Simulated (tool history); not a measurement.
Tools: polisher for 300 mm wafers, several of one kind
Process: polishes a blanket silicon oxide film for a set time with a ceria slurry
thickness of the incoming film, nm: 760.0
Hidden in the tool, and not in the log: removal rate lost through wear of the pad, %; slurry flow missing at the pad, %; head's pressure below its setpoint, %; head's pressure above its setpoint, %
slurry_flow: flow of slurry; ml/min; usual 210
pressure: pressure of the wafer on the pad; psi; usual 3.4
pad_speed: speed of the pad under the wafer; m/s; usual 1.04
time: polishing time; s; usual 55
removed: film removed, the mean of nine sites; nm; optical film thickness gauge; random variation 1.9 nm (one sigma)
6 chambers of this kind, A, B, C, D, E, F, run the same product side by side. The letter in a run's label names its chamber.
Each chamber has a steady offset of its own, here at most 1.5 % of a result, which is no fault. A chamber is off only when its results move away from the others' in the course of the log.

run	hour	slurry_flow	pressure	pad_speed	time	wafers polished on this pad	hours since the slurry nozzle was cleaned	hours since the head pressure was calibrated	removed
1A	8.7	210	3.4	1.04	55	728	371.5	517	315.42
# hour 10.1: chamber B: worn pad replaced by a new one
2E	17.6	210	3.4	1.04	55	414	269.9	92.4	309.09
# hour 21.9: chamber F: slurry nozzle cleaned
3C	25.4	210	3.4	1.04	55	420	62.1	48.1	318.28
4B	33.2	210	3.4	1.04	55	351	166.6	1010.7	315.05
# hour 36: chamber F: worn pad replaced by a new one
# hour 42.5: chamber A: worn pad replaced by a new one
5D	44.4	210	3.4	0.76	55	966	144.6	137.3	230.83
# hour 50.4: chamber D: worn pad replaced by a new one
6F	51.4	210	3.4	0.76	55	234	29.6	278	232.46
7B	62.1	210	3.4	0.76	55	789	195.5	1039.6	228.8
# hour 63.9: chamber E: worn pad replaced by a new one
# hour 71.5: chamber C: worn pad replaced by a new one
8E	71.6	210	3.4	0.76	55	117	323.9	146.4	226.36
9F	79.5	210	3.4	0.76	55	660	57.7	306.1	230.57
10C	90.9	210	3.4	0.76	55	294	127.6	113.6	229.87
11D	101.6	210	3.4	1.04	55	776	201.8	194.5	308.86
# hour 101.8: chamber B: worn pad replaced by a new one
# hour 102: chamber F: worn pad replaced by a new one
# hour 109: chamber A: worn pad replaced by a new one
12A	109.4	210	3.4	1.04	55	6	472.2	617.7	317.77
# hour 115: chamber D: worn pad replaced by a new one
13C	117.2	210	3.4	1.04	55	693	153.9	139.9	315.97
# hour 117.4: chamber E: slurry nozzle cleaned
14F	124.3	210	3.4	1.04	55	339	102.5	350.9	313.34
15E	131.5	210	3.4	1.04	55	1024	14.1	206.3	311.9
# hour 134.3: chamber E: worn pad replaced by a new one
# hour 138.2: chamber C: worn pad replaced by a new one
16B	139.8	210	3.4	1.04	55	575	273.2	1117.3	307.9
# hour 140: chamber B: slurry nozzle cleaned
17A	148.7	210	3.4	1.04	55	601	511.5	657	315.77
18D	157	210	3.4	1.04	55	637	257.2	249.9	301.92
19C	168.2	210	3.4	1.04	55	455	204.9	190.9	315.41
# hour 173.1: chamber A: worn pad replaced by a new one
# hour 176.4: chamber F: worn pad replaced by a new one
20B	178.4	210	3.4	1.04	55	1160	38.4	1155.9	310.63
# hour 181.2: chamber D: worn pad replaced by a new one
21D	190	210	3.4	1.04	55	134	290.2	282.9	308.1
22E	202.1	210	3.4	0.9	55	1027	84.7	276.9	271.88
# hour 203.1: chamber B: worn pad replaced by a new one
# hour 204: chamber E: worn pad replaced by a new one
# hour 208.4: chamber C: worn pad replaced by a new one
23A	213.2	210	3.4	0.9	55	608	576	721.5	275.24
24F	223.4	210	3.4	0.9	55	712	201.6	450	268.2
25B	230.9	210	3.4	0.9	55	422	90.9	1208.4	268.91
# hour 237.1: chamber A: worn pad replaced by a new one
26F	238.3	210	3.4	0.9	55	938	216.5	464.9	272.37
27E	248.7	210	3.4	0.9	55	677	131.3	323.5	271.26
# hour 256.7: chamber F: worn pad replaced by a new one
28A	259.3	210	3.4	1.04	55	337	622.1	767.6	313.47
# hour 264.7: chamber D: worn pad replaced by a new one
29D	264.7	210	3.4	1.04	55	0	364.9	357.6	301.26
30C	271.3	210	3.4	1.04	55	953	308	294	317.87
# hour 278.8: chamber E: worn pad replaced by a new one
31A	279.4	210	3.4	1.04	55	641	642.2	787.7	315
# hour 284.2: chamber C: worn pad replaced by a new one
32E	290	210	3.4	1.04	55	170	172.6	364.8	311.45
33B	298.4	210	3.4	1.04	55	1444	158.4	1275.9	309.94
# hour 300.1: chamber B: worn pad replaced by a new one
34C	305.9	210	3.4	1.04	55	329	342.6	328.6	317
35F	316.5	210	3.4	1.04	55	906	294.7	543.1	311.16
# hour 316.9: chamber A: worn pad replaced by a new one
36D	324.6	210	3.4	1.04	55	907	424.8	417.5	292.38
# hour 326.7: chamber D: head pressure recalibrated
37A	330.4	250	3.9	1.04	55	204	693.2	838.7	367.61
38E	337.5	250	3.9	1.04	55	889	220.1	412.3	363.9
# hour 343.6: chamber D: worn pad replaced by a new one
39C	347.9	250	3.9	1.04	55	965	384.6	370.6	372.22
40B	357.2	250	3.9	1.04	55	865	217.2	1334.7	366.02
41D	366.6	250	3.9	1.04	55	349	466.8	40	348.78

All 6 chambers run these settings next. Forecast each chamber's results:
42A	375.3	210	3.4	1.04	55				?
42B	375.3	210	3.4	1.04	55				?
42C	375.3	210	3.4	1.04	55				?
42D	375.3	210	3.4	1.04	55				?
42E	375.3	210	3.4	1.04	55				?
42F	375.3	210	3.4	1.04	55				?

run	removed
42A	315.32
42B	309.78
42C	319.12
42D	293.04
42E	313.78
42F	311.05
